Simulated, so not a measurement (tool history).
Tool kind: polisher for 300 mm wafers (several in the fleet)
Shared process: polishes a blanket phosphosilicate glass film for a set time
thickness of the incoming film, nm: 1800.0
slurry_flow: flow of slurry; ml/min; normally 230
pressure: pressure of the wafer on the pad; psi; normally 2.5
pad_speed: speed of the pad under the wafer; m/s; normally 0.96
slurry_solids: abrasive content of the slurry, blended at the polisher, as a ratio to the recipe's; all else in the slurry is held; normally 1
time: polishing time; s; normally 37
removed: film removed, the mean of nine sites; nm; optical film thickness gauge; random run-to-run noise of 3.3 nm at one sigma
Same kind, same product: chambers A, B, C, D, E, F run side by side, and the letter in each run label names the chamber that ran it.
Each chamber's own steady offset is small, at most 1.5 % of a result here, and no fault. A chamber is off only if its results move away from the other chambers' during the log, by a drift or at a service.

run,day,slurry_flow,pressure,pad_speed,slurry_solids,time,removed
1F,0.088,230,2.5,0.96,1,37,269.57
# day 0.192: chamber F: worn pad replaced by a new one
2C,0.258,230,2.5,0.96,1,37,265.94
3E,0.433,230,2.5,0.96,1,37,268.73
4B,0.517,230,2.5,0.96,1,37,268.2
5A,0.679,230,2.5,0.96,1,37,270.62
6D,0.846,230,2.5,0.96,1,37,257.06
7F,1.012,230,2.5,0.96,1,37,272.17
8A,1.162,230,2.5,0.96,1,37,261.92
9D,1.267,205,2.5,0.96,1,37,261.46
# day 1.333: chamber D: worn pad replaced by a new one
10B,1.429,205,2.5,0.96,1,37,261.62
11E,1.546,205,2.5,0.96,1,37,266.06
12C,1.625,205,2.5,0.96,1,37,262.87
13A,1.721,205,2.5,0.96,1,37,263.29
14E,1.825,205,2.5,0.96,1,37,260.19
# day 1.838: chamber E: head pressure recalibrated
15B,1.938,230,2.5,0.96,1,37,261.12
16C,2.042,230,2.5,0.96,0.8,37,240.83
# day 2.104: chamber A: head pressure recalibrated
17D,2.196,230,2.5,0.96,0.8,37,236.53
18F,2.325,230,2.5,0.96,0.8,37,243.93
19C,2.475,230,2.5,0.96,0.8,37,235.31
# day 2.517: chamber E: conditioning disc replaced and pad reconditioned
20D,2.558,230,2.5,0.96,0.8,37,238.52
# day 2.679: chamber F: slurry nozzle cleaned
21F,2.721,230,2.5,0.96,0.8,37,238.2
22A,2.9,230,1.6,0.96,1,37,184.5
# day 2.921: chamber E: worn pad replaced by a new one
# day 2.933: chamber F: slurry blender recalibrated
23B,3,230,1.6,0.96,1,37,169.08
24E,3.088,230,1.6,0.96,1,37,174.53
# day 3.188: chamber A: conditioning disc replaced and pad reconditioned
# day 3.188: chamber C: worn pad replaced by a new one
25A,3.204,230,1.6,0.96,1,37,189.95
# day 3.246: chamber C: conditioning disc replaced and pad reconditioned
# day 3.283: chamber B: head pressure recalibrated
26D,3.317,230,1.6,0.96,1,37,165.81
# day 3.446: chamber A: slurry blender recalibrated
27B,3.471,230,1.6,0.96,1,37,166.86
28F,3.558,230,2.5,0.96,1,37,266.26
# day 3.621: chamber B: worn pad replaced by a new one
# day 3.675: chamber D: slurry blender recalibrated
29C,3.738,230,2.5,0.96,1,37,266.74
30E,3.896,230,2.5,0.96,1,37,272.58
31E,4.05,230,2.5,0.96,1,37,271.91
32C,4.229,230,2.5,0.96,1,37,267.45
# day 4.275: chamber A: worn pad replaced by a new one
33F,4.408,230,2.5,0.96,1.25,37,291.52
34B,4.521,230,2.5,0.96,1.25,37,294.57
# day 4.633: chamber D: worn pad replaced by a new one
35A,4.667,230,2.5,0.96,1.25,37,331.56
36D,4.833,230,2.5,0.96,1.25,37,280.79
37E,4.942,230,2.5,0.96,1.25,37,292.94

Each of the 6 chambers runs these same settings next. Fill in every chamber's results:
38A,5.071,230,2.5,0.96,0.75,37,?
38B,5.071,230,2.5,0.96,0.75,37,?
38C,5.071,230,2.5,0.96,0.75,37,?
38D,5.071,230,2.5,0.96,0.75,37,?
38E,5.071,230,2.5,0.96,0.75,37,?
38F,5.071,230,2.5,0.96,0.75,37,?

run,removed
38A,262.86
38B,228.99
38C,232.41
38D,229.44
38E,229.04
38F,232.98

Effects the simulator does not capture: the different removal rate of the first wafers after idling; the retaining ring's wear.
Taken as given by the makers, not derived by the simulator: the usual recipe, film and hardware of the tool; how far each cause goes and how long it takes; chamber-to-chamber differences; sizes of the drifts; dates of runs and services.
